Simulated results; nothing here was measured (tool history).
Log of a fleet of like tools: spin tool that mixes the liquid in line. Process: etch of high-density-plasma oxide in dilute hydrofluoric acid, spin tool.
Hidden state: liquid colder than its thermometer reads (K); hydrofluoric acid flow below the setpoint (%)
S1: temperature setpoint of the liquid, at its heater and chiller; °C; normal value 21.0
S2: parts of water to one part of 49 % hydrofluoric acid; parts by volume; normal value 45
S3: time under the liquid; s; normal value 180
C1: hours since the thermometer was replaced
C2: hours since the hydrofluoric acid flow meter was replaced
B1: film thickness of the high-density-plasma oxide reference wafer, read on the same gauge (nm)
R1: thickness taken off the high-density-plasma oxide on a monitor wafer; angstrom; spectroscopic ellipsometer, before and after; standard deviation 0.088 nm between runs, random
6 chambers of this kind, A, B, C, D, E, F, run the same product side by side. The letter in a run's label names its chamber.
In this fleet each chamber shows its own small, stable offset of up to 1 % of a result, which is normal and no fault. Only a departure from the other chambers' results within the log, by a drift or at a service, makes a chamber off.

At hour 4.8: chamber A: hydrofluoric acid flow meter replaced.
Run 1E, hour 8.1: usual settings; C1 850.2; C2 1367.7; B1 70.000. Result: R1 193.85 angstrom.
Run 2F, hour 18.3: usual settings; C1 730.6; C2 645.9; B1 69.980. Result: R1 193.53 angstrom.
Run 3A, hour 26.1: usual settings; C1 1300.6; C2 21.4; B1 69.968. Result: R1 195.83 angstrom.
Run 4D, hour 36.7: usual settings; C1 84.9; C2 1488.5; B1 70.016. Result: R1 192.49 angstrom.
Run 5B, hour 43.9: usual settings; C1 290.1; C2 1337.5; B1 70.014. Result: R1 193.11 angstrom.
Run 6C, hour 51.1: usual settings; C1 1106.0; C2 96.9; B1 69.981. Result: R1 191.15 angstrom.
At hour 56.2: chamber D: hydrofluoric acid flow meter replaced.
Run 7D, hour 59.3: usual settings; C1 107.5; C2 3.2; B1 69.984. Result: R1 192.52 angstrom.
Run 8A, hour 69.3: usual settings; C1 1343.8; C2 64.6; B1 70.009. Result: R1 195.34 angstrom.
Run 9B, hour 74.9: usual settings; C1 321.1; C2 1368.5; B1 70.029. Result: R1 191.75 angstrom.
Run 10F, hour 83.2: usual settings; C1 795.5; C2 710.8; B1 69.997. Result: R1 191.79 angstrom.
Run 11E, hour 91.0: usual settings; C1 933.1; C2 1450.6; B1 69.980. Result: R1 193.18 angstrom.
Run 12C, hour 100.4: usual settings but S1 24.0 °C, S2 55 parts by volume; C1 1155.3; C2 146.2; B1 70.022. Result: R1 173.48 angstrom.
Run 13A, hour 111.2: usual settings but S1 24.0 °C, S2 55 parts by volume; C1 1385.7; C2 106.5; B1 70.004. Result: R1 176.89 angstrom.
Run 14F, hour 120.7: usual settings but S1 24.0 °C, S2 55 parts by volume; C1 833.0; C2 748.3; B1 69.996. Result: R1 175.60 angstrom.
Run 15B, hour 128.7: usual settings but S1 24.0 °C, S2 55 parts by volume; C1 374.9; C2 1422.3; B1 69.987. Result: R1 175.24 angstrom.
Run 16D, hour 137.7: usual settings but S1 24.0 °C, S2 55 parts by volume; C1 185.9; C2 81.6; B1 70.015. Result: R1 174.58 angstrom.
Run 17E, hour 144.6: usual settings but S1 24.0 °C, S2 55 parts by volume; C1 986.7; C2 1504.2; B1 69.994. Result: R1 178.81 angstrom.
Run 18C, hour 152.8: usual settings; C1 1207.7; C2 198.6; B1 69.995. Result: R1 191.45 angstrom.
Run 19B, hour 162.8: usual settings; C1 409.0; C2 1456.4; B1 70.024. Result: R1 193.82 angstrom.
Run 20F, hour 169.7: usual settings; C1 882.0; C2 797.3; B1 70.009. Result: R1 190.30 angstrom.
At hour 175.5: chamber E: hydrofluoric acid flow meter replaced.
Run 21E, hour 177.3: usual settings; C1 1019.4; C2 1.8; B1 70.019. Result: R1 193.51 angstrom.
Run 22D, hour 185.4: usual settings but S1 18.5 °C, S3 120 s; C1 233.6; C2 129.3; B1 70.009. Result: R1 115.17 angstrom.
At hour 189.8: chamber F: thermometer replaced.
Run 23A, hour 191.8: usual settings but S1 18.5 °C, S3 120 s; C1 1466.3; C2 187.1; B1 70.015. Result: R1 113.30 angstrom.
Run 24C, hour 197.6: usual settings but S1 18.5 °C, S3 120 s; C1 1252.5; C2 243.4; B1 70.012. Result: R1 114.72 angstrom.
Run 25E, hour 208.3: usual settings but S1 18.5 °C, S3 120 s; C1 1050.4; C2 32.8; B1 69.992. Result: R1 115.94 angstrom.
Run 26A, hour 219.1: usual settings but S1 18.5 °C, S3 120 s; C1 1493.6; C2 214.4; B1 69.983. Result: R1 113.08 angstrom.
Run 27C, hour 224.7: usual settings but S1 18.5 °C, S3 120 s; C1 1279.6; C2 270.5; B1 69.999. Result: R1 114.47 angstrom.
Run 28F, hour 235.5: usual settings; C1 45.8; C2 863.1; B1 70.012. Result: R1 192.71 angstrom.
Run 29D, hour 242.9: usual settings; C1 291.1; C2 186.8; B1 69.964. Result: R1 192.06 angstrom.
Run 30B, hour 249.0: usual settings; C1 495.2; C2 1542.6; B1 69.995. Result: R1 193.03 angstrom.
Run 31B, hour 259.8: usual settings; C1 506.0; C2 1553.4; B1 69.995. Result: R1 192.50 angstrom.
Run 32D, hour 265.7: usual settings; C1 313.9; C2 209.6; B1 69.988. Result: R1 192.35 angstrom.
Run 33A, hour 273.7: usual settings; C1 1548.2; C2 269.0; B1 70.002. Result: R1 185.56 angstrom.
At hour 274.0: chamber B: thermometer replaced.
Run 34E, hour 281.1: usual settings; C1 1123.2; C2 105.6; B1 69.993. Result: R1 193.54 angstrom.
Run 35C, hour 289.9: usual settings; C1 1344.8; C2 335.7; B1 69.999. Result: R1 191.98 angstrom.
Run 36F, hour 298.6: usual settings; C1 108.9; C2 926.2; B1 69.994. Result: R1 192.66 angstrom.
Run 37D, hour 307.4: usual settings; C1 355.6; C2 251.3; B1 70.008. Result: R1 192.77 angstrom.
Run 38A, hour 312.5: usual settings; C1 1587.0; C2 307.8; B1 69.990. Result: R1 183.64 angstrom.
Run 39C, hour 319.4: usual settings; C1 1374.3; C2 365.2; B1 70.016. Result: R1 191.73 angstrom.
Run 40B, hour 328.8: usual settings; C1 54.9; C2 1622.4; B1 69.979. Result: R1 192.01 angstrom.
Run 41F, hour 339.6: usual settings; C1 149.9; C2 967.2; B1 69.993. Result: R1 192.48 angstrom.
Run 42E, hour 350.1: usual settings; C1 1192.2; C2 174.6; B1 69.988. Result: R1 193.91 angstrom.

Does one chamber stand apart from the rest, does the shared gauge drift, or is all well apart from small per-chamber offsets? Give the chamber and the most likely cause, where there is one.

One chamber, A, drifts off from the rest bit by bit.
Cause: liquid colder than its thermometer reads (K) = 1.41.
It could be hard to tell apart here from: hydrofluoric acid flow below the setpoint (%).

Here are 4 candidates for chamber A's next run, each the usual settings with a change, their results left as question marks. Which one brings its results back in line with what the others give on the usual settings?
Counts as in line when no further than this from what the other chambers average on the usual settings: R1 3.10 angstrom
Run 43A-1, hour 357.9: usual settings but S3 190 s. Result: R1 ?.
Run 43A-2, hour 357.9: usual settings but S1 21.5 °C. Result: R1 ?.
Run 43A-3, hour 357.9: usual settings but S3 170 s. Result: R1 ?.
Run 43A-4, hour 357.9: usual settings but S1 20.5 °C. Result: R1 ?.

Usual-settings mean across the other chambers: R1 192.34 angstrom
  run      R1
43A-1  193.03
43A-2  186.81
43A-3  172.71
43A-4  179.07
With 43A-1, the chamber falls back in line with the rest.
